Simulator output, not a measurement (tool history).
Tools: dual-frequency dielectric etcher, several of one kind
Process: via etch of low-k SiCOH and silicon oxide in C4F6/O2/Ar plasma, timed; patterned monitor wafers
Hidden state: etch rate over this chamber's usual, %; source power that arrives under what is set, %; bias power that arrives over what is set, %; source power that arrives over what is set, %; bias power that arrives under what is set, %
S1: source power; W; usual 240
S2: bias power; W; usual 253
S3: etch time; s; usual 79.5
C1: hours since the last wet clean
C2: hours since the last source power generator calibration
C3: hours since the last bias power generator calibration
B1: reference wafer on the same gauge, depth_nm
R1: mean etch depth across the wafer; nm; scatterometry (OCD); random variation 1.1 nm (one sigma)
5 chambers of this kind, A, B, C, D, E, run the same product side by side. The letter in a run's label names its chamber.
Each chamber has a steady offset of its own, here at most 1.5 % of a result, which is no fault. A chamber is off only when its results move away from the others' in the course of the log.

| run | hour | S1 | S2 | S3 | C1 | C2 | C3 | B1 | R1 |
|---|---|---|---|---|---|---|---|---|---|
| 1E | 10.8 | 240 | 253 | 79.5 | 521.2 | 605.9 | 2144.7 | 193.07 | 205.56 |
| 2D | 17 | 240 | 253 | 79.5 | 348.9 | 2368.7 | 3197.3 | 193.33 | 204.73 |
| 3C | 30.2 | 240 | 253 | 79.5 | 219.3 | 1303.1 | 831.9 | 193.09 | 205.58 |
| 4B | 38.7 | 240 | 253 | 79.5 | 127.4 | 710 | 1025.1 | 193.35 | 207.32 |
| 5A | 48.6 | 240 | 253 | 79.5 | 357.4 | 208 | 2047.3 | 192.85 | 204.87 |
| 6E | 61 | 240 | 253 | 79.5 | 571.4 | 656.1 | 2194.9 | 193.15 | 206.28 |
|  | 64.4 | chamber E: wet clean of the chamber |
| 7A | 67.3 | 240 | 253 | 79.5 | 376.1 | 226.7 | 2066 | 192.68 | 205.19 |
| 8B | 79.8 | 210 | 199 | 79.5 | 168.5 | 751.1 | 1066.2 | 192.95 | 179.7 |
| 9C | 92.1 | 210 | 199 | 79.5 | 281.2 | 1365 | 893.8 | 193.03 | 179.99 |
|  | 98.8 | chamber D: wet clean of the chamber |
| 10D | 104.3 | 210 | 199 | 79.5 | 5.6 | 2456 | 3284.6 | 193.08 | 177.95 |
| 11D | 114 | 210 | 199 | 79.5 | 15.3 | 2465.7 | 3294.3 | 193.1 | 179.08 |
| 12E | 124.9 | 210 | 199 | 79.5 | 60.5 | 720 | 2258.8 | 192.81 | 180.47 |
| 13A | 132.7 | 260 | 253 | 79.5 | 441.5 | 292.1 | 2131.4 | 193.18 | 211.21 |
| 14C | 142.5 | 260 | 253 | 79.5 | 331.6 | 1415.4 | 944.2 | 192.91 | 215.4 |
| 15B | 149.2 | 260 | 253 | 79.5 | 237.9 | 820.5 | 1135.6 | 193.01 | 213.09 |
| 16E | 159.2 | 260 | 253 | 79.5 | 94.8 | 754.3 | 2293.1 | 193.18 | 211.69 |
| 17A | 164.9 | 260 | 253 | 79.5 | 473.7 | 324.3 | 2163.6 | 192.96 | 211.04 |
| 18D | 175.3 | 240 | 253 | 79.5 | 76.6 | 2527 | 3355.6 | 193.16 | 203.33 |
|  | 185.7 | chamber A: wet clean of the chamber |
| 19C | 186.8 | 240 | 253 | 79.5 | 375.9 | 1459.7 | 988.5 | 193.04 | 207.63 |
| 20B | 194.4 | 240 | 253 | 79.5 | 283.1 | 865.7 | 1180.8 | 192.93 | 206.82 |
| 21A | 205.9 | 240 | 253 | 93 | 20.2 | 365.3 | 2204.6 | 193.06 | 237.16 |
| 22E | 212.8 | 240 | 253 | 93 | 148.4 | 807.9 | 2346.7 | 192.87 | 240.17 |
| 23C | 221.4 | 240 | 253 | 93 | 410.5 | 1494.3 | 1023.1 | 192.95 | 242.84 |
| 24B | 232.9 | 240 | 253 | 93 | 321.6 | 904.2 | 1219.3 | 193.01 | 241.9 |
| 25D | 244.7 | 240 | 253 | 93 | 146 | 2596.4 | 3425 | 192.89 | 240.05 |
| 26A | 250.5 | 240 | 253 | 79.5 | 64.8 | 409.9 | 2249.2 | 192.87 | 205.02 |
| 27B | 263.6 | 240 | 253 | 79.5 | 352.3 | 934.9 | 1250 | 193.21 | 206.82 |
| 28D | 275.4 | 240 | 253 | 98.5 | 176.7 | 2627.1 | 3455.7 | 193.13 | 251.9 |
| 29C | 285.7 | 240 | 253 | 98.5 | 474.8 | 1558.6 | 1087.4 | 193.02 | 257.48 |
| 30E | 298.5 | 240 | 253 | 98.5 | 234.1 | 893.6 | 2432.4 | 193.15 | 254.46 |
| 31A | 304.3 | 240 | 253 | 98.5 | 118.6 | 463.7 | 2303 | 192.96 | 254.38 |
| 32B | 314.1 | 240 | 253 | 98.5 | 402.8 | 985.4 | 1300.5 | 193.4 | 258.84 |
| 33E | 322.3 | 240 | 253 | 79.5 | 257.9 | 917.4 | 2456.2 | 192.89 | 205.36 |
|  | 327.7 | chamber B: wet clean of the chamber |
| 34C | 333.1 | 240 | 253 | 79.5 | 522.2 | 1606 | 1134.8 | 192.82 | 207.82 |
| 35D | 345.4 | 240 | 253 | 79.5 | 246.7 | 2697.1 | 3525.7 | 192.98 | 204.59 |
| 36A | 355.8 | 180 | 253 | 79.5 | 170.1 | 515.2 | 2354.5 | 193.06 | 182.65 |
| 37B | 366.8 | 180 | 253 | 79.5 | 39.2 | 1038.1 | 1353.2 | 192.93 | 185.26 |
| 38C | 380 | 180 | 253 | 79.5 | 569.1 | 1652.9 | 1181.7 | 192.71 | 186.12 |
| 39D | 391.8 | 180 | 253 | 79.5 | 293.1 | 2743.5 | 3572.1 | 193.08 | 182.77 |
| 40E | 404.9 | 180 | 253 | 79.5 | 340.5 | 1000 | 2538.8 | 193.1 | 184.86 |
| 41E | 411.8 | 240 | 253 | 79.5 | 347.4 | 1006.9 | 2545.7 | 193.22 | 205.47 |

What goes on in this fleet: one chamber off, a drifting gauge, or nothing beyond the chambers' own small offsets? Name the chamber and the cause, if any.

No chamber stands off beyond its own small offset, and the gauge holds steady.

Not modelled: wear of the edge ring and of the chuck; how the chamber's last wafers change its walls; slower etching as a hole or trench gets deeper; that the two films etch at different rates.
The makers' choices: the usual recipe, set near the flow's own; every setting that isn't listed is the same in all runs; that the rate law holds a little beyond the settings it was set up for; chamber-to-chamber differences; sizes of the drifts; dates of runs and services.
